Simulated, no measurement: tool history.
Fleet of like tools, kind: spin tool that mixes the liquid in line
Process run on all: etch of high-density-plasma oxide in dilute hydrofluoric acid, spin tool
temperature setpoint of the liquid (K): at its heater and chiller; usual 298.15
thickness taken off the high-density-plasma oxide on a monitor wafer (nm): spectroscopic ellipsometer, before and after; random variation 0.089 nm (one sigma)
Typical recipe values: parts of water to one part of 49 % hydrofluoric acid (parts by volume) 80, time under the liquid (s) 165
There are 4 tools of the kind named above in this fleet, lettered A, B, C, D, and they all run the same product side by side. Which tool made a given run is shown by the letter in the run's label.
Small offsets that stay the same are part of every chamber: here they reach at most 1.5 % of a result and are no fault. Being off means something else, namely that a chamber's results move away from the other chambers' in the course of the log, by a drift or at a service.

run   hour  temperature setpoint of the liquid (K)  parts of water to one part of 49 % hydrofluoric acid (parts by volume)  time under the liquid (s)  hours since the thermometer was replaced  hours since the hydrofluoric acid flow meter was replaced  read-back film thickness of the high-density-plasma oxide reference wafer, read on the same gauge (nm)  thickness taken off the high-density-plasma oxide on a monitor wafer (nm)
 1A    5.7                                  298.15                                                                      80                        165                                    1863.2                                                      724.5                                                                                                  80.016                                                                    15.7260
 2B   15.9                                  298.15                                                                      80                        165                                    1245.6                                                     1142.1                                                                                                  80.001                                                                    15.4730
 3C   21.7                                  298.15                                                                      80                        165                                    1623.7                                                     1748.4                                                                                                  79.967                                                                    15.8420
      26.7  -- chamber D: hydrofluoric acid flow meter replaced
 4D   29.2                                  298.15                                                                      80                        165                                    1889.6                                                        2.5                                                                                                  79.966                                                                    15.9270
 5C   37.2                                  298.15                                                                      80                        165                                    1639.2                                                     1763.9                                                                                                  79.975                                                                    15.8550
 6D   43.2                                  294.15                                                                     110                        165                                    1903.6                                                       16.5                                                                                                  79.942                                                                     9.3698
      46.7  -- chamber B: hydrofluoric acid flow meter replaced
 7B   52.6                                  294.15                                                                     110                        165                                    1282.3                                                        6.0                                                                                                  80.011                                                                     9.3974
 8A   58.8                                  294.15                                                                     110                        165                                    1916.3                                                      777.6                                                                                                  79.977                                                                     9.2953
 9D   69.6                                  294.15                                                                     110                        165                                    1930.0                                                       42.9                                                                                                  80.018                                                                     9.4937
10B   80.5                                  301.65                                                                      50                        165                                    1310.2                                                       33.9                                                                                                  79.968                                                                    29.7320
11A   91.8                                  301.65                                                                      50                        165                                    1949.3                                                      810.6                                                                                                  79.992                                                                    29.9890
12C   96.9                                  301.65                                                                      50                        165                                    1698.9                                                     1823.6                                                                                                  79.992                                                                    30.5510
13B  104.2                                  301.65                                                                      50                        165                                    1333.9                                                       57.6                                                                                                  80.004                                                                    29.5530
14A  114.8                                  298.15                                                                      80                        165                                    1972.3                                                      833.6                                                                                                  80.025                                                                    15.6440
15C  124.2                                  298.15                                                                      80                        165                                    1726.2                                                     1850.9                                                                                                  79.958                                                                    16.2370
16D  131.7                                  298.15                                                                      80                        165                                    1992.1                                                      105.0                                                                                                  79.991                                                                    15.8280
17D  136.9                                  303.15                                                                      45                        165                                    1997.3                                                      110.2                                                                                                  80.038                                                                    36.4510
18C  144.4                                  303.15                                                                      45                        165                                    1746.4                                                     1871.1                                                                                                  80.002                                                                    36.7030
19B  155.2                                  303.15                                                                      45                        165                                    1384.9                                                      108.6                                                                                                  79.989                                                                    35.2830
20A  162.4                                  303.15                                                                      45                        165                                    2019.9                                                      881.2                                                                                                  79.934                                                                    36.2770
21B  173.3                                  298.15                                                                      80                        165                                    1403.0                                                      126.7                                                                                                  79.977                                                                    15.7110
22C  184.6                                  299.65                                                                      80                        260                                    1786.6                                                     1911.3                                                                                                  80.020                                                                    27.4580
23A  194.8                                  299.65                                                                      80                        260                                    2052.3                                                      913.6                                                                                                  79.997                                                                    26.1440
24D  204.9                                  299.65                                                                      80                        260                                    2065.3                                                      178.2                                                                                                  80.003                                                                    26.5110
25A  214.9                                  299.65                                                                      80                        260                                    2072.4                                                      933.7                                                                                                  80.033                                                                    25.9740
26C  225.1                                  298.15                                                                      80                        165                                    1827.1                                                     1951.8                                                                                                  79.988                                                                    16.7420
27D  236.7                                  298.15                                                                      80                        165                                    2097.1                                                      210.0                                                                                                  80.019                                                                    16.0180
28B  245.8                                  298.15                                                                      80                        165                                    1475.5                                                      199.2                                                                                                  79.965                                                                    15.5900
29C  253.8                                  298.15                                                                      80                        165                                    1855.8                                                     1980.5                                                                                                  80.018                                                                    16.7740
30D  261.7                                  298.15                                                                      80                        165                                    2122.1                                                      235.0                                                                                                  79.988                                                                    15.7620
31A  269.5                                  298.15                                                                      80                        165                                    2127.0                                                      988.3                                                                                                  79.990                                                                    15.6370
32B  277.7                                  298.15                                                                      80                        165                                    1507.4                                                      231.1                                                                                                  80.012                                                                    15.6250
33A  288.3                                  298.15                                                                      80                        165                                    2145.8                                                     1007.1                                                                                                  80.056                                                                    15.6180
34C  293.7                                  298.15                                                                      80                        165                                    1895.7                                                     2020.4                                                                                                  79.986                                                                    16.9560
35B  304.6                                  298.15                                                                      80                        165                                    1534.3                                                      258.0                                                                                                  80.020                                                                    15.6240
36D  312.0                                  298.15                                                                      80                        165                                    2172.4                                                      285.3                                                                                                  79.999                                                                    15.9640
     316.5  -- chamber A: hydrofluoric acid flow meter replaced
37A  323.6                                  298.15                                                                      80                        165                                    2181.1                                                        7.1                                                                                                  80.027                                                                    15.6360

What goes on in this fleet: one chamber off, a drifting gauge, or nothing beyond the chambers' own small offsets? Name the chamber and the cause, if any.

Little by little, chamber C moves away from the other chambers.
Most likely cause: liquid hotter than its thermometer reads (K) = 1.99.
From this log alone, it may not be told apart from: hydrofluoric acid flow above the setpoint (%).

Below are 4 candidate recipes for chamber C's next run, each the usual settings with a change, their results shown as question marks. Which of them brings C's results back in line with what the other chambers give on the usual settings?
Maximum distance from the other chambers' mean on the usual settings for a result to count as in line: thickness taken off the high-density-plasma oxide on a monitor wafer (nm) 0.3100
38C-1  332.1                                  298.65                                                                      75                        165                                                                                                                                                                                                                                                                                       ?
38C-2  332.1                                  298.15                                                                      80                        160                                                                                                                                                                                                                                                                                       ?
38C-3  332.1                                  298.15                                                                      80                        170                                                                                                                                                                                                                                                                                       ?
38C-4  332.1                                  296.15                                                                      80                        165                                                                                                                                                                                                                                                                                       ?

Average result of the remaining chambers running the usual settings: thickness taken off the high-density-plasma oxide on a monitor wafer (nm) 15.7120
  run  thickness taken off the high-density-plasma oxide on a monitor wafer (nm)
38C-1                                                                    18.6540
38C-2                                                                    16.5350
38C-3                                                                    17.5690
38C-4                                                                    15.7500
It is 38C-4 that realigns the chamber with its peers.
